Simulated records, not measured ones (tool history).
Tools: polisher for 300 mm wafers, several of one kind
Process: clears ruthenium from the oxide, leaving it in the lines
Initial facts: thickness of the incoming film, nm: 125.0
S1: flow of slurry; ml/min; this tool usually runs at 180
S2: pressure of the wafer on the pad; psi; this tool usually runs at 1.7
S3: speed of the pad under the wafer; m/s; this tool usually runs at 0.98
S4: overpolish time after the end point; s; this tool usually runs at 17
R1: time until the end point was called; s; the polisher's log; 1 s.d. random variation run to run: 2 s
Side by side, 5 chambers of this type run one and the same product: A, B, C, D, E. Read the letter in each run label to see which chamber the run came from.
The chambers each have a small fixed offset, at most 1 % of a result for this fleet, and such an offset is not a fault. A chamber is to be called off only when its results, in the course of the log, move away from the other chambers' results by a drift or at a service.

run	hour	S1	S2	S3	S4	R1
1E	4.6	180	1.7	0.98	17	126.47
2A	9.8	180	1.7	0.98	17	122.31
# hour 14.2: chamber E: worn pad replaced by a new one
3B	14.3	180	1.7	0.98	17	122.42
# hour 17.1: chamber A: head pressure recalibrated
4D	19.6	180	1.7	0.98	17	119.58
5C	25.1	180	1.7	0.98	17	120.23
6D	30.8	180	1.7	0.98	17	122.68
7B	36.2	180	1.7	0.98	17	123.00
8A	43.1	180	1.7	0.98	17	125.07
9C	47.2	180	1.7	0.98	17	124.49
10E	54.6	180	1.7	0.98	17	125.23
# hour 56.5: chamber D: worn pad replaced by a new one
11D	60.0	180	1.7	0.98	17	123.35
12A	63.9	180	1.7	0.98	17	122.09
13B	68.1	180	1.7	0.98	17	122.37
14E	72.4	180	1.3	0.98	23	159.33
15C	77.2	180	1.3	0.98	23	160.80
# hour 83.6: chamber E: worn pad replaced by a new one
16B	83.7	180	1.3	0.98	23	161.90
17C	90.5	180	1.3	0.98	23	157.13
18D	98.1	180	1.3	0.98	23	161.14
# hour 99.0: chamber C: slurry nozzle cleaned
19E	103.2	180	1.7	0.98	17	122.80
20A	108.8	180	1.7	0.98	17	126.97
21D	116.6	180	1.7	0.98	17	123.99
# hour 119.0: chamber D: worn pad replaced by a new one
22E	121.2	180	1.7	0.98	17	123.61
23B	127.0	180	1.7	0.98	17	120.85
# hour 134.0: chamber A: worn pad replaced by a new one
24C	134.2	180	1.7	0.98	17	124.82
25A	138.1	180	1.7	0.98	17	124.84
# hour 141.1: chamber B: slurry nozzle cleaned
26A	144.3	180	1.7	0.98	17	119.98
27D	150.8	180	1.7	0.98	17	121.56
# hour 153.8: chamber B: worn pad replaced by a new one
# hour 157.6: chamber E: worn pad replaced by a new one
28E	158.4	180	1.7	0.98	17	121.08
29B	163.5	180	1.7	0.98	17	122.83
30C	167.1	180	1.7	0.98	17	128.01
31A	174.0	180	1.7	0.98	17	123.60
# hour 178.2: chamber D: worn pad replaced by a new one
32D	181.1	180	1.7	0.98	17	119.12
33C	185.6	180	1.7	0.98	17	128.97
34B	189.4	180	1.7	0.98	17	124.30
35E	195.9	180	2.0	0.98	21	105.52
# hour 198.3: chamber E: slurry nozzle cleaned
36D	203.1	180	2.0	0.98	21	104.13
37E	207.0	180	2.0	0.98	21	103.97
38C	213.2	180	2.0	0.98	21	113.51
39B	220.7	180	2.0	0.98	21	102.91
40A	225.1	180	1.7	0.98	17	125.99

All 5 chambers run these settings next. Forecast each chamber's results:
41A	230.7	220	1.7	0.98	17	?
41B	230.7	220	1.7	0.98	17	?
41C	230.7	220	1.7	0.98	17	?
41D	230.7	220	1.7	0.98	17	?
41E	230.7	220	1.7	0.98	17	?

run	R1
41A	117.37
41B	118.02
41C	133.67
41D	117.05
41E	121.29
